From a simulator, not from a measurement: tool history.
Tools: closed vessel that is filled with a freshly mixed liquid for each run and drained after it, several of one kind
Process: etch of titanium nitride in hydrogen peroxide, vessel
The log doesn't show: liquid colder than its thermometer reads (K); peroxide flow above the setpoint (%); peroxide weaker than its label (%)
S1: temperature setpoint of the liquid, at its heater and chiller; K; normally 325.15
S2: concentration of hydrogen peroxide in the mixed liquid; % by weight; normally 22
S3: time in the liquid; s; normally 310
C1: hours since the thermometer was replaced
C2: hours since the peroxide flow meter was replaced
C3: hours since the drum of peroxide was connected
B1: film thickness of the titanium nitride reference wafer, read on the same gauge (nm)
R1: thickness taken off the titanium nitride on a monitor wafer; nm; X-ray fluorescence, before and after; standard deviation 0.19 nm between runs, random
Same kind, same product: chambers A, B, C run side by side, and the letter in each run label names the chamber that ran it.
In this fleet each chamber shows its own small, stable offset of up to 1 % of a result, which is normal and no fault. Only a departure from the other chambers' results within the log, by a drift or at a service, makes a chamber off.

run	hour	S1	S2	S3	C1	C2	C3	B1	R1
1C	13	325.15	22	310	1258.3	517.2	216.1	139.96	20.803
2A	28.8	325.15	22	310	1099.3	1543.7	334.1	140.01	20.723
3B	37.6	325.15	22	310	762.6	880.5	821.2	140.03	20.836
4A	48.3	325.15	22	310	1118.8	1563.2	353.6	139.98	20.9
5C	57.8	325.15	22	310	1303.1	562	260.9	140.01	20.805
6B	73.6	325.15	22	310	798.6	916.5	857.2	140	20.89
7B	89.3	325.15	22	310	814.3	932.2	872.9	139.96	20.598
8C	101.7	325.15	22	310	1347	605.9	304.8	140	20.634
9A	109.3	325.15	22	310	1179.8	1624.2	414.6	140	20.862
10A	122.4	325.15	22	310	1192.9	1637.3	427.7	140.01	20.951
11B	138.2	325.15	24	310	863.2	981.1	921.8	139.99	21.137
12C	154.6	325.15	24	310	1399.9	658.8	357.7	139.99	20.517
13A	170.3	325.15	24	310	1240.8	1685.2	475.6	140.01	21.378
14B	180.1	325.15	22	310	905.1	1023	963.7	139.99	20.56
15C	196	325.15	22	310	1441.3	700.2	399.1	139.98	20.349
16B	209	325.15	22	310	934	1051.9	992.6	140.01	20.964
17A	216.9	325.15	22	310	1287.4	1731.8	522.2	139.97	20.722
# hour 217.9: chamber B: peroxide flow meter replaced
18C	233.1	325.15	22	310	1478.4	737.3	436.2	140.02	19.932
19A	246.6	325.15	22	310	1317.1	1761.5	551.9	139.98	20.819
20C	258.1	325.15	22	310	1503.4	762.3	461.2	140.01	19.714
21B	267.7	325.15	22	310	992.7	49.8	1051.3	139.98	20.58
22B	279.6	325.15	22	310	1004.6	61.7	1063.2	140.03	20.442
23C	287.4	325.15	22	310	1532.7	791.6	490.5	140.03	19.786
24A	303.5	325.15	22	310	1374	1818.4	608.8	139.99	20.469
25B	319.1	325.15	27	310	1044.1	101.2	1102.7	140	21.522
26A	331.8	325.15	27	310	1402.3	1846.7	637.1	139.98	21.766
27C	346.3	325.15	27	310	1591.6	850.5	549.4	140.01	20.177
28A	358.4	325.15	22	310	1428.9	1873.3	663.7	140.02	20.973
29C	371.1	325.15	22	310	1616.4	875.3	574.2	140.01	19.295
30B	382.5	325.15	22	310	1107.5	164.6	1166.1	140.02	20.764
31A	393.3	325.15	22	310	1463.8	1908.2	698.6	140.03	20.693

Next, every chamber runs the same settings. What will each give?
32A	405	315.65	22	310					?
32B	405	315.65	22	310					?
32C	405	315.65	22	310					?

run	R1
32A	10.266
32B	10.113
32C	9.4088
